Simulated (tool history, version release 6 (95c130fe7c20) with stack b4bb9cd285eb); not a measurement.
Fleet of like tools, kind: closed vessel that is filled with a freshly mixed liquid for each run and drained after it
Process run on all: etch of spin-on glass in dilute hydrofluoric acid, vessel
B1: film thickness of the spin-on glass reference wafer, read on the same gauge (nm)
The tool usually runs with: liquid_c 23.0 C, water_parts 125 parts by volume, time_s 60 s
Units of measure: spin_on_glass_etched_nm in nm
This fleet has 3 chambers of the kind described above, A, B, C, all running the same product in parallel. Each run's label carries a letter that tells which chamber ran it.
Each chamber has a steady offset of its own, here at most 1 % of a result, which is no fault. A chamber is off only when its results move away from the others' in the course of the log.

run 1B day=0.367 | liquid_c=23.0 water_parts=125 time_s=60 | B1=90.016 | spin_on_glass_etched_nm=20.424
run 2A day=0.700 | liquid_c=23.0 water_parts=125 time_s=60 | B1=90.000 | spin_on_glass_etched_nm=20.556
run 3C day=1.033 | liquid_c=23.0 water_parts=125 time_s=60 | B1=89.991 | spin_on_glass_etched_nm=20.648
run 4A day=1.338 | liquid_c=23.0 water_parts=125 time_s=60 | B1=89.997 | spin_on_glass_etched_nm=20.584
run 5B day=1.617 | liquid_c=23.0 water_parts=125 time_s=60 | B1=89.964 | spin_on_glass_etched_nm=20.417
run 6C day=1.888 | liquid_c=23.0 water_parts=125 time_s=60 | B1=90.036 | spin_on_glass_etched_nm=20.721
run 7C day=2.325 | liquid_c=23.0 water_parts=125 time_s=60 | B1=89.991 | spin_on_glass_etched_nm=20.617
run 8B day=2.588 | liquid_c=23.0 water_parts=125 time_s=60 | B1=90.011 | spin_on_glass_etched_nm=20.558
-- day=2.621 chamber A: thermometer replaced
run 9A day=3.029 | liquid_c=23.0 water_parts=125 time_s=60 | B1=90.026 | spin_on_glass_etched_nm=20.818
run 10B day=3.254 | liquid_c=23.0 water_parts=125 time_s=60 | B1=90.008 | spin_on_glass_etched_nm=20.958
run 11C day=3.496 | liquid_c=23.0 water_parts=125 time_s=60 | B1=89.992 | spin_on_glass_etched_nm=20.475
run 12A day=3.704 | liquid_c=23.0 water_parts=125 time_s=60 | B1=89.988 | spin_on_glass_etched_nm=20.545
run 13B day=3.942 | liquid_c=23.0 water_parts=125 time_s=90 | B1=89.977 | spin_on_glass_etched_nm=31.100
run 14A day=4.288 | liquid_c=23.0 water_parts=125 time_s=90 | B1=89.991 | spin_on_glass_etched_nm=30.786
run 15C day=4.529 | liquid_c=23.0 water_parts=125 time_s=90 | B1=90.006 | spin_on_glass_etched_nm=31.008
run 16C day=4.746 | liquid_c=23.0 water_parts=125 time_s=60 | B1=90.025 | spin_on_glass_etched_nm=20.638
run 17B day=5.129 | liquid_c=23.0 water_parts=125 time_s=60 | B1=89.979 | spin_on_glass_etched_nm=20.724
run 18A day=5.475 | liquid_c=23.0 water_parts=125 time_s=60 | B1=89.976 | spin_on_glass_etched_nm=20.545
run 19A day=5.858 | liquid_c=23.0 water_parts=125 time_s=60 | B1=89.974 | spin_on_glass_etched_nm=20.531
run 20B day=6.300 | liquid_c=23.0 water_parts=125 time_s=60 | B1=90.029 | spin_on_glass_etched_nm=20.875
-- day=6.350 chamber C: thermometer replaced
run 21C day=6.638 | liquid_c=23.0 water_parts=125 time_s=60 | B1=89.991 | spin_on_glass_etched_nm=20.677
run 22C day=7.083 | liquid_c=23.0 water_parts=125 time_s=60 | B1=90.002 | spin_on_glass_etched_nm=20.807
run 23B day=7.479 | liquid_c=23.0 water_parts=125 time_s=60 | B1=89.995 | spin_on_glass_etched_nm=21.261
run 24A day=7.871 | liquid_c=23.0 water_parts=125 time_s=60 | B1=89.997 | spin_on_glass_etched_nm=20.567
run 25A day=8.183 | liquid_c=23.0 water_parts=125 time_s=60 | B1=89.987 | spin_on_glass_etched_nm=20.529
run 26B day=8.446 | liquid_c=23.0 water_parts=125 time_s=60 | B1=89.976 | spin_on_glass_etched_nm=21.229
run 27C day=8.871 | liquid_c=23.0 water_parts=125 time_s=60 | B1=90.020 | spin_on_glass_etched_nm=20.515
run 28C day=9.292 | liquid_c=23.0 water_parts=125 time_s=60 | B1=89.987 | spin_on_glass_etched_nm=20.494
run 29A day=9.538 | liquid_c=23.0 water_parts=125 time_s=60 | B1=89.983 | spin_on_glass_etched_nm=20.441
run 30B day=9.942 | liquid_c=23.0 water_parts=125 time_s=60 | B1=90.045 | spin_on_glass_etched_nm=21.482
run 31A day=10.288 | liquid_c=23.0 water_parts=80 time_s=40 | B1=90.018 | spin_on_glass_etched_nm=22.629
run 32C day=10.646 | liquid_c=23.0 water_parts=80 time_s=40 | B1=89.986 | spin_on_glass_etched_nm=22.881
run 33B day=11.088 | liquid_c=23.0 water_parts=80 time_s=40 | B1=90.011 | spin_on_glass_etched_nm=23.372
run 34B day=11.517 | liquid_c=20.5 water_parts=125 time_s=40 | B1=90.033 | spin_on_glass_etched_nm=13.087
run 35C day=11.933 | liquid_c=20.5 water_parts=125 time_s=40 | B1=90.004 | spin_on_glass_etched_nm=12.488
run 36A day=12.196 | liquid_c=20.5 water_parts=125 time_s=40 | B1=90.043 | spin_on_glass_etched_nm=12.421
run 37B day=12.546 | liquid_c=23.0 water_parts=125 time_s=60 | B1=89.991 | spin_on_glass_etched_nm=21.858
run 38A day=12.842 | liquid_c=23.0 water_parts=175 time_s=60 | B1=89.983 | spin_on_glass_etched_nm=13.813
run 39C day=13.050 | liquid_c=23.0 water_parts=175 time_s=60 | B1=90.000 | spin_on_glass_etched_nm=13.901
run 40A day=13.388 | liquid_c=23.0 water_parts=175 time_s=60 | B1=89.994 | spin_on_glass_etched_nm=13.830
run 41C day=13.762 | liquid_c=23.0 water_parts=125 time_s=60 | B1=90.019 | spin_on_glass_etched_nm=20.686

The same settings go to every chamber for the next run, one line per chamber below. Forecast the results for each:
run 42A day=14.088 | liquid_c=26.0 water_parts=125 time_s=60 | spin_on_glass_etched_nm=?
run 42B day=14.088 | liquid_c=26.0 water_parts=125 time_s=60 | spin_on_glass_etched_nm=?
run 42C day=14.088 | liquid_c=26.0 water_parts=125 time_s=60 | spin_on_glass_etched_nm=?

run=42A spin_on_glass_etched_nm=23.172
run=42B spin_on_glass_etched_nm=24.761
run=42C spin_on_glass_etched_nm=23.285
